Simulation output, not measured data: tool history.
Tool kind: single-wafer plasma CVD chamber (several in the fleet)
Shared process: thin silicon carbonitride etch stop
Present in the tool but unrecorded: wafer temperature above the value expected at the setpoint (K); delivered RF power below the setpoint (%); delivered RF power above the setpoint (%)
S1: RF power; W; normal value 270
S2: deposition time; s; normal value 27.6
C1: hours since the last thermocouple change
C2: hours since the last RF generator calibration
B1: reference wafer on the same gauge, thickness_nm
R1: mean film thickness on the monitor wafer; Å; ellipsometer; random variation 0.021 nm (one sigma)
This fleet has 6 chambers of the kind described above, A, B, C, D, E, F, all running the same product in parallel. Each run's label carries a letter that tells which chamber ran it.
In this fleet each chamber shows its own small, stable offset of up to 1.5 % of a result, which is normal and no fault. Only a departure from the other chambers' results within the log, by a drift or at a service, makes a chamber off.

Run 1C, hour 4.7: usual settings; C1 384.0; C2 1101.4; B1 19.996. Result: R1 173.97 Å.
Run 2E, hour 11.3: usual settings; C1 1522.8; C2 33.8; B1 19.996. Result: R1 173.02 Å.
Run 3D, hour 15.8: usual settings; C1 1556.5; C2 1159.3; B1 19.997. Result: R1 172.33 Å.
Run 4A, hour 19.7: usual settings; C1 2522.4; C2 682.7; B1 19.994. Result: R1 172.62 Å.
Run 5F, hour 25.9: usual settings; C1 72.5; C2 1039.2; B1 19.990. Result: R1 171.77 Å.
Run 6B, hour 32.9: usual settings but S2 22.2 s; C1 228.5; C2 71.4; B1 19.993. Result: R1 137.69 Å.
Run 7E, hour 37.1: usual settings but S2 22.2 s; C1 1548.6; C2 59.6; B1 19.987. Result: R1 139.01 Å.
At hour 40.0: chamber A: thermocouple changed; heater temperature recalibrated.
Run 8B, hour 41.6: usual settings but S2 22.2 s; C1 237.2; C2 80.1; B1 19.983. Result: R1 137.57 Å.
Run 9F, hour 48.3: usual settings but S2 22.2 s; C1 94.9; C2 1061.6; B1 19.985. Result: R1 138.17 Å.
Run 10C, hour 54.8: usual settings but S2 22.2 s; C1 434.1; C2 1151.5; B1 19.980. Result: R1 139.63 Å.
At hour 55.8: chamber C: RF generator calibrated.
Run 11A, hour 62.4: usual settings but S2 22.2 s; C1 22.5; C2 725.4; B1 19.971. Result: R1 139.13 Å.
Run 12D, hour 68.7: usual settings; C1 1609.4; C2 1212.2; B1 19.965. Result: R1 171.75 Å.
Run 13A, hour 72.9: usual settings; C1 33.0; C2 735.9; B1 19.979. Result: R1 172.82 Å.
Run 14B, hour 77.3: usual settings; C1 272.9; C2 115.8; B1 19.969. Result: R1 170.98 Å.
Run 15E, hour 80.9: usual settings; C1 1592.4; C2 103.4; B1 19.972. Result: R1 172.95 Å.
Run 16C, hour 87.3: usual settings; C1 466.6; C2 31.6; B1 19.964. Result: R1 173.80 Å.
Run 17D, hour 91.3: usual settings but S2 22.5 s; C1 1632.0; C2 1234.8; B1 19.963. Result: R1 140.24 Å.
Run 18F, hour 97.7: usual settings but S2 22.5 s; C1 144.3; C2 1111.0; B1 19.960. Result: R1 139.94 Å.
Run 19E, hour 103.2: usual settings but S2 22.5 s; C1 1614.7; C2 125.7; B1 19.960. Result: R1 140.71 Å.
At hour 110.0: chamber D: thermocouple changed; heater temperature recalibrated.
Run 20D, hour 110.8: usual settings but S2 22.5 s; C1 0.8; C2 1254.3; B1 19.959. Result: R1 140.22 Å.
Run 21B, hour 115.6: usual settings but S2 22.5 s; C1 311.2; C2 154.1; B1 19.951. Result: R1 139.20 Å.
Run 22F, hour 122.7: usual settings but S2 22.5 s; C1 169.3; C2 1136.0; B1 19.951. Result: R1 139.67 Å.
Run 23C, hour 129.2: usual settings; C1 508.5; C2 73.5; B1 19.943. Result: R1 173.86 Å.
Run 24A, hour 135.3: usual settings; C1 95.4; C2 798.3; B1 19.946. Result: R1 172.54 Å.
Run 25C, hour 140.4: usual settings but S1 310 W; C1 519.7; C2 84.7; B1 19.947. Result: R1 180.74 Å.
Run 26B, hour 146.6: usual settings but S1 310 W; C1 342.2; C2 185.1; B1 19.947. Result: R1 177.86 Å.
Run 27F, hour 152.7: usual settings but S1 310 W; C1 199.3; C2 1166.0; B1 19.941. Result: R1 178.95 Å.
Run 28E, hour 157.4: usual settings but S1 310 W; C1 1668.9; C2 179.9; B1 19.944. Result: R1 179.57 Å.
Run 29D, hour 162.7: usual settings but S1 310 W; C1 52.7; C2 1306.2; B1 19.941. Result: R1 178.78 Å.
Run 30A, hour 167.3: usual settings but S1 310 W; C1 127.4; C2 830.3; B1 19.940. Result: R1 179.95 Å.
Run 31D, hour 174.7: usual settings but S1 285 W, S2 31.3 s; C1 64.7; C2 1318.2; B1 19.930. Result: R1 197.74 Å.
Run 32F, hour 182.3: usual settings but S1 285 W, S2 31.3 s; C1 228.9; C2 1195.6; B1 19.924. Result: R1 197.44 Å.
Run 33E, hour 186.6: usual settings but S1 285 W, S2 31.3 s; C1 1698.1; C2 209.1; B1 19.928. Result: R1 198.11 Å.
Run 34C, hour 190.4: usual settings but S1 285 W, S2 31.3 s; C1 569.7; C2 134.7; B1 19.924. Result: R1 199.92 Å.
Run 35A, hour 195.5: usual settings but S1 285 W, S2 31.3 s; C1 155.6; C2 858.5; B1 19.928. Result: R1 198.73 Å.
Run 36B, hour 200.4: usual settings but S1 285 W, S2 31.3 s; C1 396.0; C2 238.9; B1 19.920. Result: R1 196.36 Å.
Run 37C, hour 207.8: usual settings but S1 300 W; C1 587.1; C2 152.1; B1 19.919. Result: R1 178.64 Å.
Run 38F, hour 213.3: usual settings but S1 300 W; C1 259.9; C2 1226.6; B1 19.921. Result: R1 176.88 Å.
Run 39E, hour 221.0: usual settings but S1 300 W; C1 1732.5; C2 243.5; B1 19.916. Result: R1 177.74 Å.
Run 40D, hour 226.4: usual settings but S1 300 W; C1 116.4; C2 1369.9; B1 19.914. Result: R1 177.09 Å.
Run 41B, hour 230.2: usual settings but S1 300 W; C1 425.8; C2 268.7; B1 19.911. Result: R1 176.10 Å.
Run 42A, hour 234.3: usual settings but S1 300 W; C1 194.4; C2 897.3; B1 19.911. Result: R1 178.22 Å.
Run 43B, hour 240.9: usual settings; C1 436.5; C2 279.4; B1 19.905. Result: R1 170.39 Å.
Run 44C, hour 246.3: usual settings; C1 625.6; C2 190.6; B1 19.904. Result: R1 173.46 Å.

Is one chamber off against the others, does the gauge drift, or is nothing wrong? If a chamber is off, say which, and what the likeliest cause is.

The shared gauge is drifting. All chambers look as if they move in step, but none is off.
What lies behind it: gauge reads low (%) = 0.489.
